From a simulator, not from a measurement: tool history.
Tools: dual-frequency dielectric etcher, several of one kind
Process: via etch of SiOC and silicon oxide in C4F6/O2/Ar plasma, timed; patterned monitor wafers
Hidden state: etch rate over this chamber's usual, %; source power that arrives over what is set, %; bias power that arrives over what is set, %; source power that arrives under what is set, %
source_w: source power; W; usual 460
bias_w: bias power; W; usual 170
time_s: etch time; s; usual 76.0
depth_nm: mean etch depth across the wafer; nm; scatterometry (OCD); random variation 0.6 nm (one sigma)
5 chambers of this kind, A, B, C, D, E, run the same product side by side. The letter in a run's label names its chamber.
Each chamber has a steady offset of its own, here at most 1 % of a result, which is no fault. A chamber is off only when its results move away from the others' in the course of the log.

| run | hour | source_w | bias_w | time_s | hours since the last wet clean | hours since the last source power generator calibration | hours since the last bias power generator calibration | read-back reference wafer on the same gauge, depth_nm | depth_nm |
|---|---|---|---|---|---|---|---|---|---|
| 1E | 10.7 | 460 | 170 | 76.0 | 355.9 | 548.3 | 2283.8 | 105.44 | 88.064 |
| 2C | 25.3 | 460 | 170 | 76.0 | 27.4 | 1647.2 | 1381.9 | 105.50 | 88.573 |
| 3A | 33.9 | 460 | 170 | 76.0 | 83.5 | 3078.6 | 269.1 | 105.37 | 89.067 |
| 4B | 44.1 | 460 | 170 | 76.0 | 196.3 | 1829.5 | 2011.1 | 105.31 | 88.586 |
| 5D | 55.0 | 460 | 170 | 76.0 | 299.6 | 2764.9 | 2843.0 | 105.41 | 89.879 |
| 6D | 62.2 | 460 | 170 | 76.0 | 306.8 | 2772.1 | 2850.2 | 105.49 | 90.753 |
| 7A | 76.2 | 460 | 170 | 76.0 | 125.8 | 3120.9 | 311.4 | 105.51 | 89.572 |
| 8B | 84.4 | 460 | 170 | 76.0 | 236.6 | 1869.8 | 2051.4 | 105.47 | 89.613 |
| 9C | 99.3 | 460 | 197 | 55.5 | 101.4 | 1721.2 | 1455.9 | 105.41 | 68.275 |
| 10E | 106.0 | 460 | 197 | 55.5 | 451.2 | 643.6 | 2379.1 | 105.49 | 68.393 |
| 11B | 113.7 | 460 | 197 | 55.5 | 265.9 | 1899.1 | 2080.7 | 105.63 | 68.179 |
| 12E | 125.2 | 460 | 197 | 55.5 | 470.4 | 662.8 | 2398.3 | 105.42 | 68.660 |
| 13C | 137.9 | 460 | 197 | 55.5 | 140.0 | 1759.8 | 1494.5 | 105.41 | 68.422 |
|  | 138.5 | chamber E: wet clean of the chamber |
| 14D | 151.4 | 460 | 170 | 76.0 | 396.0 | 2861.3 | 2939.4 | 105.70 | 89.400 |
| 15A | 160.7 | 460 | 170 | 76.0 | 210.3 | 3205.4 | 395.9 | 105.56 | 88.914 |
| 16E | 172.3 | 510 | 170 | 76.0 | 33.8 | 709.9 | 2445.4 | 105.41 | 93.239 |
| 17C | 185.8 | 510 | 170 | 76.0 | 187.9 | 1807.7 | 1542.4 | 105.58 | 94.053 |
|  | 187.2 | chamber D: source power generator calibrated |
| 18A | 194.4 | 510 | 170 | 76.0 | 244.0 | 3239.1 | 429.6 | 105.54 | 92.710 |
| 19D | 205.1 | 510 | 170 | 76.0 | 449.7 | 18.0 | 2993.1 | 105.59 | 94.845 |
| 20B | 212.4 | 510 | 170 | 76.0 | 364.6 | 1997.8 | 2179.4 | 105.44 | 93.488 |
|  | 216.2 | chamber D: wet clean of the chamber |
| 21A | 223.4 | 460 | 170 | 76.0 | 273.0 | 3268.1 | 458.6 | 105.62 | 89.347 |
| 22B | 230.0 | 460 | 170 | 76.0 | 382.2 | 2015.4 | 2197.0 | 105.47 | 89.185 |
|  | 235.7 | chamber B: wet clean of the chamber |
| 23C | 241.0 | 460 | 170 | 76.0 | 243.1 | 1862.9 | 1597.6 | 105.74 | 89.693 |
| 24E | 253.6 | 390 | 170 | 68.0 | 115.1 | 791.2 | 2526.7 | 105.53 | 74.688 |
| 25D | 260.9 | 390 | 170 | 68.0 | 44.8 | 73.8 | 3048.9 | 105.44 | 75.725 |
| 26A | 267.5 | 390 | 170 | 68.0 | 317.1 | 3312.2 | 502.7 | 105.65 | 75.330 |
| 27B | 281.7 | 390 | 170 | 68.0 | 46.0 | 2067.1 | 2248.7 | 105.47 | 75.345 |
| 28C | 296.9 | 390 | 170 | 68.0 | 299.0 | 1918.8 | 1653.5 | 105.43 | 75.566 |
| 29E | 310.5 | 460 | 170 | 63.0 | 172.0 | 848.1 | 2583.6 | 105.51 | 73.344 |
| 30D | 323.2 | 460 | 170 | 63.0 | 107.1 | 136.1 | 3111.2 | 105.44 | 74.353 |
| 31A | 333.4 | 460 | 170 | 63.0 | 383.0 | 3378.1 | 568.6 | 105.47 | 74.026 |
| 32D | 340.3 | 460 | 170 | 63.0 | 124.2 | 153.2 | 3128.3 | 105.57 | 74.097 |
| 33B | 350.2 | 460 | 170 | 63.0 | 114.5 | 2135.6 | 2317.2 | 105.41 | 72.781 |
| 34C | 358.0 | 460 | 155 | 83.5 | 360.1 | 1979.9 | 1714.6 | 105.49 | 95.438 |
| 35E | 365.2 | 460 | 155 | 83.5 | 226.7 | 902.8 | 2638.3 | 105.51 | 95.255 |
| 36B | 372.3 | 460 | 155 | 83.5 | 136.6 | 2157.7 | 2339.3 | 105.50 | 95.971 |
| 37E | 381.8 | 460 | 155 | 83.5 | 243.3 | 919.4 | 2654.9 | 105.47 | 95.246 |
| 38D | 390.9 | 460 | 155 | 83.5 | 174.8 | 203.8 | 3178.9 | 105.52 | 96.274 |
| 39C | 400.7 | 460 | 170 | 76.0 | 402.8 | 2022.6 | 1757.3 | 105.59 | 89.347 |
| 40A | 412.5 | 460 | 170 | 76.0 | 462.1 | 3457.2 | 647.7 | 105.61 | 89.389 |

All 5 chambers run these settings next. Forecast each chamber's results:
| 41A | 423.4 | 500 | 170 | 76.0 |  |  |  |  | ? |
| 41B | 423.4 | 500 | 170 | 76.0 |  |  |  |  | ? |
| 41C | 423.4 | 500 | 170 | 76.0 |  |  |  |  | ? |
| 41D | 423.4 | 500 | 170 | 76.0 |  |  |  |  | ? |
| 41E | 423.4 | 500 | 170 | 76.0 |  |  |  |  | ? |

| run | depth_nm |
|---|---|
| 41A | 92.666 |
| 41B | 91.515 |
| 41C | 90.848 |
| 41D | 92.449 |
| 41E | 92.542 |

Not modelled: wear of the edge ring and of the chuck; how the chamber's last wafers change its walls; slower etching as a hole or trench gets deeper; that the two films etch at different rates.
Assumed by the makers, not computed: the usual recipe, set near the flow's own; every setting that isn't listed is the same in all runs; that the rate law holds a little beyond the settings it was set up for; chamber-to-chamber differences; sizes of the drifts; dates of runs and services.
